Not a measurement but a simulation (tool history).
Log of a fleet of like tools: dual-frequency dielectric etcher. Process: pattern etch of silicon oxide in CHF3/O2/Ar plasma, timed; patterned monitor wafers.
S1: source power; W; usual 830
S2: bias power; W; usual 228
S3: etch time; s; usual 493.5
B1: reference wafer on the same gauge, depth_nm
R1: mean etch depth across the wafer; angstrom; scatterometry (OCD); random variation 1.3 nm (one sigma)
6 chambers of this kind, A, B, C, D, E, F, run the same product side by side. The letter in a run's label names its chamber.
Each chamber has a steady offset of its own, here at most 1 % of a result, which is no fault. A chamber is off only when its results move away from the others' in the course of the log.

run   hour    S1   S2     S3      B1     R1
 1E    5.3   830  228  493.5  1070.1  12023
 2B    9.9   830  228  493.5  1069.6  11983
 3D   15.0   830  228  493.5  1069.9  11931
 4F   21.9   830  228  493.5  1069.5  11903
 5A   27.0   830  228  493.5  1069.5  11871
 6C   31.5   830  228  493.5  1069.3  11972
 7D   38.1   830  228  493.5  1069.2  11957
 8B   46.3   830  228  493.5  1069.2  11963
 9C   52.1   830  228  493.5  1069.0  11973
10A   59.0   830  228  493.5  1069.0  11880
11E   63.0  1010  228  493.5  1069.1  12959
12F   69.4  1010  228  493.5  1068.8  12844
13F   75.7  1010  228  493.5  1068.5  12854
14C   83.3  1010  228  493.5  1068.4  12860
15A   89.7  1010  228  493.5  1068.3  12793
16E   94.7  1010  228  493.5  1068.3  12952
17B  100.4   830  228  493.5  1068.5  11935
     102.8  -- chamber C: wet clean of the chamber
18D  107.0   830  184  493.5  1068.3  11125
19A  113.8   830  184  493.5  1067.8  11033
20C  119.6   830  184  493.5  1068.0  11093
21D  124.5   830  184  493.5  1067.9  11095
22F  133.5   830  184  493.5  1067.6  11077
23B  140.6   830  184  493.5  1067.6  11120
24E  147.9   830  228  493.5  1067.3  12001
25F  152.1   830  228  493.5  1066.9  11890
26C  157.0   830  228  493.5  1066.8  11948
27A  164.9   830  228  493.5  1066.7  11845
28B  169.4   830  228  493.5  1066.9  11943
29D  177.2   830  228  493.5  1066.9  11928
30E  181.4   830  228  493.5  1066.6  12002
31D  185.8   830  228  493.5  1066.4  11944
32A  191.2   830  228  493.5  1066.4  11854
33B  198.2   830  228  493.5  1066.5  11916
     199.1  -- chamber F: wet clean of the chamber
34C  204.1   830  228  493.5  1066.4  11931
35F  212.0   830  228  493.5  1066.2  11892
36E  219.0   830  228  493.5  1066.2  11967
     222.4  -- chamber A: wet clean of the chamber
37E  223.7   830  228  493.5  1066.0  11980
38A  229.5   830  228  493.5  1065.8  11840
39D  237.4   830  228  493.5  1065.8  11914
40F  246.3   680  252  493.5  1065.6  11391

Is one chamber off against the others, does the gauge drift, or is nothing wrong? If a chamber is off, say which, and what the likeliest cause is.

The gauge drifts, so all chambers seem to drift together. No chamber is off.
Cause: gauge reads low (%) = 0.429.

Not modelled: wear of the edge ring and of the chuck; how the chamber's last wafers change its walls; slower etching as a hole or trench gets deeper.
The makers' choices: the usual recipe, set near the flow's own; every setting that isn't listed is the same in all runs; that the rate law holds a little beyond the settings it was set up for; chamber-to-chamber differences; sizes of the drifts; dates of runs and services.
